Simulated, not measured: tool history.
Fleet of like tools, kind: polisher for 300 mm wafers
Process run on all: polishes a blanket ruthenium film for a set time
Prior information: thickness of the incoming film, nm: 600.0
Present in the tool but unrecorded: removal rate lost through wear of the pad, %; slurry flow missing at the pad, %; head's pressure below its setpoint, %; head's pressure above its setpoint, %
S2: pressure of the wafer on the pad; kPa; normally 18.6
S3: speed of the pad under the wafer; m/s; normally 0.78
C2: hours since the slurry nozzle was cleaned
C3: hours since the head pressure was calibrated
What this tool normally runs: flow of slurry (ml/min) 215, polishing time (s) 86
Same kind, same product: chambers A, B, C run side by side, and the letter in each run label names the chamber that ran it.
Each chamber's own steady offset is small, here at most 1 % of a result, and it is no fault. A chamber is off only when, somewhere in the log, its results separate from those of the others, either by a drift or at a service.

{"run": "1B", "hour": 6.0, "flow of slurry (ml/min)": 215, "S2": 18.6, "S3": 0.78, "polishing time (s)": 86, "wafers polished on this pad": 395, "C2": 151.5, "C3": 33.3, "film removed (angstrom)": 1008.2}
{"run": "2C", "hour": 11.1, "flow of slurry (ml/min)": 215, "S2": 18.6, "S3": 0.78, "polishing time (s)": 86, "wafers polished on this pad": 814, "C2": 21.2, "C3": 110.3, "film removed (angstrom)": 1033.1}
{"run": "3A", "hour": 16.5, "flow of slurry (ml/min)": 215, "S2": 18.6, "S3": 0.78, "polishing time (s)": 86, "wafers polished on this pad": 843, "C2": 222.7, "C3": 403.1, "film removed (angstrom)": 1013.2}
{"run": "4C", "hour": 21.1, "flow of slurry (ml/min)": 215, "S2": 18.6, "S3": 0.78, "polishing time (s)": 86, "wafers polished on this pad": 892, "C2": 31.2, "C3": 120.3, "film removed (angstrom)": 1017.6}
{"run": "5B", "hour": 26.0, "flow of slurry (ml/min)": 215, "S2": 18.6, "S3": 0.78, "polishing time (s)": 86, "wafers polished on this pad": 550, "C2": 171.5, "C3": 53.3, "film removed (angstrom)": 993.08}
{"run": "6A", "hour": 30.0, "flow of slurry (ml/min)": 170, "S2": 18.6, "S3": 0.78, "polishing time (s)": 86, "wafers polished on this pad": 947, "C2": 236.2, "C3": 416.6, "film removed (angstrom)": 960.05}
{"run": "7C", "hour": 33.7, "flow of slurry (ml/min)": 170, "S2": 18.6, "S3": 0.78, "polishing time (s)": 86, "wafers polished on this pad": 989, "C2": 43.8, "C3": 132.9, "film removed (angstrom)": 1000.7}
{"run": "8A", "hour": 38.3, "flow of slurry (ml/min)": 170, "S2": 18.6, "S3": 0.78, "polishing time (s)": 86, "wafers polished on this pad": 1011, "C2": 244.5, "C3": 424.9, "film removed (angstrom)": 963.44}
{"run": "9B", "hour": 41.4, "flow of slurry (ml/min)": 215, "S2": 18.6, "S3": 0.78, "polishing time (s)": 71, "wafers polished on this pad": 669, "C2": 186.9, "C3": 68.7, "film removed (angstrom)": 806.13}
{"run": "10B", "hour": 44.1, "flow of slurry (ml/min)": 215, "S2": 18.6, "S3": 0.78, "polishing time (s)": 71, "wafers polished on this pad": 690, "C2": 189.6, "C3": 71.4, "film removed (angstrom)": 844.81}
{"hour": 45.8, "done": "chamber C: worn pad replaced by a new one"}
{"run": "11C", "hour": 49.0, "flow of slurry (ml/min)": 215, "S2": 18.6, "S3": 0.78, "polishing time (s)": 71, "wafers polished on this pad": 25, "C2": 59.1, "C3": 148.2, "film removed (angstrom)": 860.34}
{"run": "12A", "hour": 52.8, "flow of slurry (ml/min)": 215, "S2": 18.6, "S3": 0.78, "polishing time (s)": 86, "wafers polished on this pad": 1124, "C2": 259, "C3": 439.4, "film removed (angstrom)": 1014.5}
{"run": "13C", "hour": 57.6, "flow of slurry (ml/min)": 215, "S2": 18.6, "S3": 0.78, "polishing time (s)": 86, "wafers polished on this pad": 91, "C2": 67.7, "C3": 156.8, "film removed (angstrom)": 1004.9}
{"hour": 60.4, "done": "chamber A: head pressure recalibrated"}
{"run": "14B", "hour": 62.0, "flow of slurry (ml/min)": 215, "S2": 18.6, "S3": 0.78, "polishing time (s)": 86, "wafers polished on this pad": 829, "C2": 207.5, "C3": 89.3, "film removed (angstrom)": 993.76}
{"run": "15A", "hour": 66.3, "flow of slurry (ml/min)": 215, "S2": 18.6, "S3": 0.78, "polishing time (s)": 86, "wafers polished on this pad": 1228, "C2": 272.5, "C3": 5.9, "film removed (angstrom)": 991.92}
{"run": "16B", "hour": 70.7, "flow of slurry (ml/min)": 215, "S2": 18.6, "S3": 0.78, "polishing time (s)": 86, "wafers polished on this pad": 896, "C2": 216.2, "C3": 98, "film removed (angstrom)": 988.88}
{"hour": 73.3, "done": "chamber B: slurry nozzle cleaned"}
{"run": "17C", "hour": 76.5, "flow of slurry (ml/min)": 215, "S2": 18.6, "S3": 0.78, "polishing time (s)": 86, "wafers polished on this pad": 237, "C2": 86.6, "C3": 175.7, "film removed (angstrom)": 1007.7}
{"run": "18A", "hour": 79.9, "flow of slurry (ml/min)": 215, "S2": 18.6, "S3": 0.78, "polishing time (s)": 86, "wafers polished on this pad": 1333, "C2": 286.1, "C3": 19.5, "film removed (angstrom)": 997.53}
{"run": "19A", "hour": 84.3, "flow of slurry (ml/min)": 215, "S2": 18.6, "S3": 1, "polishing time (s)": 112, "wafers polished on this pad": 1367, "C2": 290.5, "C3": 23.9, "film removed (angstrom)": 1715.3}
{"run": "20C", "hour": 88.9, "flow of slurry (ml/min)": 215, "S2": 18.6, "S3": 1, "polishing time (s)": 112, "wafers polished on this pad": 333, "C2": 99, "C3": 188.1, "film removed (angstrom)": 1710.9}
{"run": "21B", "hour": 92.7, "flow of slurry (ml/min)": 215, "S2": 18.6, "S3": 1, "polishing time (s)": 112, "wafers polished on this pad": 1066, "C2": 19.5, "C3": 120, "film removed (angstrom)": 1628.5}
{"run": "22A", "hour": 96.4, "flow of slurry (ml/min)": 215, "S2": 18.6, "S3": 0.78, "polishing time (s)": 86, "wafers polished on this pad": 1461, "C2": 302.6, "C3": 36, "film removed (angstrom)": 1016.5}
{"run": "23C", "hour": 101.0, "flow of slurry (ml/min)": 215, "S2": 18.6, "S3": 0.78, "polishing time (s)": 86, "wafers polished on this pad": 427, "C2": 111.1, "C3": 200.2, "film removed (angstrom)": 1006.4}
{"run": "24B", "hour": 106.4, "flow of slurry (ml/min)": 215, "S2": 18.6, "S3": 0.78, "polishing time (s)": 86, "wafers polished on this pad": 1172, "C2": 33.2, "C3": 133.7, "film removed (angstrom)": 970.44}
{"run": "25A", "hour": 109.8, "flow of slurry (ml/min)": 215, "S2": 18.6, "S3": 0.78, "polishing time (s)": 86, "wafers polished on this pad": 1564, "C2": 316, "C3": 49.4, "film removed (angstrom)": 999.1}
{"run": "26B", "hour": 113.2, "flow of slurry (ml/min)": 215, "S2": 18.6, "S3": 0.56, "polishing time (s)": 86, "wafers polished on this pad": 1225, "C2": 40, "C3": 140.5, "film removed (angstrom)": 690.55}
{"run": "27C", "hour": 115.9, "flow of slurry (ml/min)": 215, "S2": 18.6, "S3": 0.56, "polishing time (s)": 86, "wafers polished on this pad": 542, "C2": 126, "C3": 215.1, "film removed (angstrom)": 734.72}
{"hour": 116.7, "done": "chamber A: worn pad replaced by a new one"}
{"run": "28B", "hour": 120.5, "flow of slurry (ml/min)": 215, "S2": 18.6, "S3": 0.56, "polishing time (s)": 86, "wafers polished on this pad": 1281, "C2": 47.3, "C3": 147.8, "film removed (angstrom)": 690.28}
{"run": "29C", "hour": 126.5, "flow of slurry (ml/min)": 215, "S2": 18.6, "S3": 0.78, "polishing time (s)": 86, "wafers polished on this pad": 624, "C2": 136.6, "C3": 225.7, "film removed (angstrom)": 1011.1}
{"run": "30A", "hour": 130.8, "flow of slurry (ml/min)": 215, "S2": 18.6, "S3": 0.78, "polishing time (s)": 86, "wafers polished on this pad": 109, "C2": 337, "C3": 70.4, "film removed (angstrom)": 1027.6}
{"run": "31C", "hour": 133.7, "flow of slurry (ml/min)": 215, "S2": 18.6, "S3": 0.78, "polishing time (s)": 86, "wafers polished on this pad": 680, "C2": 143.8, "C3": 232.9, "film removed (angstrom)": 1027.8}
{"run": "32A", "hour": 138.2, "flow of slurry (ml/min)": 215, "S2": 18.6, "S3": 0.78, "polishing time (s)": 86, "wafers polished on this pad": 167, "C2": 344.4, "C3": 77.8, "film removed (angstrom)": 1010.2}
{"run": "33B", "hour": 143.2, "flow of slurry (ml/min)": 215, "S2": 18.6, "S3": 0.78, "polishing time (s)": 86, "wafers polished on this pad": 1457, "C2": 70, "C3": 170.5, "film removed (angstrom)": 951.23}
{"run": "34B", "hour": 148.2, "flow of slurry (ml/min)": 215, "S2": 18.6, "S3": 0.78, "polishing time (s)": 86, "wafers polished on this pad": 1495, "C2": 75, "C3": 175.5, "film removed (angstrom)": 949.77}
{"run": "35C", "hour": 152.2, "flow of slurry (ml/min)": 215, "S2": 18.6, "S3": 0.78, "polishing time (s)": 86, "wafers polished on this pad": 823, "C2": 162.3, "C3": 251.4, "film removed (angstrom)": 1009.7}
{"run": "36A", "hour": 158.1, "flow of slurry (ml/min)": 215, "S2": 18.6, "S3": 0.78, "polishing time (s)": 86, "wafers polished on this pad": 320, "C2": 364.3, "C3": 97.7, "film removed (angstrom)": 998}
{"run": "37A", "hour": 162.3, "flow of slurry (ml/min)": 215, "S2": 18.6, "S3": 0.78, "polishing time (s)": 86, "wafers polished on this pad": 353, "C2": 368.5, "C3": 101.9, "film removed (angstrom)": 981.66}
{"run": "38C", "hour": 166.7, "flow of slurry (ml/min)": 215, "S2": 18.6, "S3": 0.78, "polishing time (s)": 86, "wafers polished on this pad": 935, "C2": 176.8, "C3": 265.9, "film removed (angstrom)": 1004.8}

Is one chamber off against the others, does the gauge drift, or is nothing wrong? If a chamber is off, say which, and what the likeliest cause is.

One chamber, B, drifts off from the rest bit by bit.
Most likely cause: removal rate lost through wear of the pad, % = 7.31.
The log may not tell that from: head's pressure below its setpoint, %.

Chamber B could run next with any of the 4 candidate recipes listed below; each alters the usual settings, and their results appear as question marks. Which one brings its results back in line with what the other chambers deliver on the usual settings?
To be in line, a result may differ from the other chambers' mean on the usual settings by at most: film removed (angstrom) 47
{"run": "39B-1", "hour": 171.0, "flow of slurry (ml/min)": 130, "S2": 18.6, "S3": 0.78, "polishing time (s)": 86, "film removed (angstrom)": "?"}
{"run": "39B-2", "hour": 171.0, "flow of slurry (ml/min)": 215, "S2": 19.3, "S3": 0.8, "polishing time (s)": 89, "film removed (angstrom)": "?"}
{"run": "39B-3", "hour": 171.0, "flow of slurry (ml/min)": 215, "S2": 22.1, "S3": 0.78, "polishing time (s)": 86, "film removed (angstrom)": "?"}
{"run": "39B-4", "hour": 171.0, "flow of slurry (ml/min)": 215, "S2": 15.9, "S3": 0.78, "polishing time (s)": 86, "film removed (angstrom)": "?"}

On the usual settings, the other chambers give on average: film removed (angstrom) 1012.6
run=39B-1 film_removed_(angstrom)=855.62
run=39B-2 film_removed_(angstrom)=1018.2
run=39B-3 film_removed_(angstrom)=1098.7
run=39B-4 film_removed_(angstrom)=785.78
39B-2 brings the chamber back in line.
